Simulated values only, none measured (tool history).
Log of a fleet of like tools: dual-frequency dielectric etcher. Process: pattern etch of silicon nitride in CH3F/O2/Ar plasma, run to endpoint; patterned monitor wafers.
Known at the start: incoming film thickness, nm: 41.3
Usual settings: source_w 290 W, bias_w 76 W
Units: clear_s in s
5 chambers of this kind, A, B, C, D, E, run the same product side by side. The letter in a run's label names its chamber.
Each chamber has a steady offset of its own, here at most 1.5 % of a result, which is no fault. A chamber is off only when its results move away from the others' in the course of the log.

run	hour	source_w	bias_w	hours since the last wet clean	hours since the last source power generator calibration	hours since the last bias power generator calibration	clear_s
# hour 2.3: chamber A: wet clean of the chamber
1B	6.4	290	76	159.1	463.1	577.8	65.980
2C	12.9	290	76	313.3	1351.9	1808.1	66.371
3D	16.1	290	76	265.9	270.5	1426.5	66.575
4E	20.2	290	76	498.9	2150.9	621.0	66.352
5A	23.4	290	76	21.1	1625.6	4784.6	65.682
6B	27.0	290	76	179.7	483.7	598.4	65.113
7A	31.9	290	76	29.6	1634.1	4793.1	65.627
8D	37.9	290	76	287.7	292.3	1448.3	66.667
9E	40.8	290	69	519.5	2171.5	641.6	68.946
10C	46.1	290	69	346.5	1385.1	1841.3	69.181
11D	50.2	290	69	300.0	304.6	1460.6	70.333
12B	53.7	290	69	206.4	510.4	625.1	68.346
13E	59.3	290	69	538.0	2190.0	660.1	69.166
14A	62.2	290	76	59.9	1664.4	4823.4	66.234
15C	68.4	290	76	368.8	1407.4	1863.6	65.954
16D	72.6	290	76	322.4	327.0	1483.0	67.347
17A	77.5	290	76	75.2	1679.7	4838.7	65.727
# hour 81.6: chamber E: wet clean of the chamber
18B	82.0	290	76	234.7	538.7	653.4	66.105
19E	86.7	230	84	5.2	2217.4	687.5	65.645
20C	91.3	230	84	391.7	1430.3	1886.5	69.339
21E	97.2	230	84	15.7	2227.9	698.0	66.947
22D	101.6	230	84	351.4	356.0	1512.0	70.706
23C	104.5	230	84	404.9	1443.5	1899.7	68.645
24B	107.6	290	76	260.3	564.3	679.0	65.273
25A	112.0	290	76	109.7	1714.2	4873.2	65.443
26C	118.7	290	76	419.1	1457.7	1913.9	67.449
27E	121.8	290	76	40.3	2252.5	722.6	63.694
28B	125.6	290	70	278.3	582.3	697.0	67.235
29A	130.6	290	70	128.3	1732.8	4891.8	67.696
30D	135.2	290	70	385.0	389.6	1545.6	70.013
# hour 137.7: chamber A: source power generator calibrated
31C	140.2	290	70	440.6	1479.2	1935.4	67.624
32D	143.9	290	70	393.7	398.3	1554.3	69.097
33A	148.8	290	76	146.5	11.2	4910.0	66.401
34B	152.1	290	94	304.8	608.8	723.5	60.419
35E	158.6	290	94	77.1	2289.3	759.4	58.450
36B	164.1	290	94	316.8	620.8	735.5	61.006
37D	167.3	290	94	417.1	421.7	1577.7	62.453
38C	173.5	290	94	473.9	1512.5	1968.7	61.775
39E	179.2	290	76	97.7	2309.9	780.0	63.952

Next, every chamber runs the same settings. What will each give?
40A	183.9	290	76				?
40B	183.9	290	76				?
40C	183.9	290	76				?
40D	183.9	290	76				?
40E	183.9	290	76				?

run	clear_s
40A	65.941
40B	65.752
40C	67.383
40D	67.379
40E	62.988
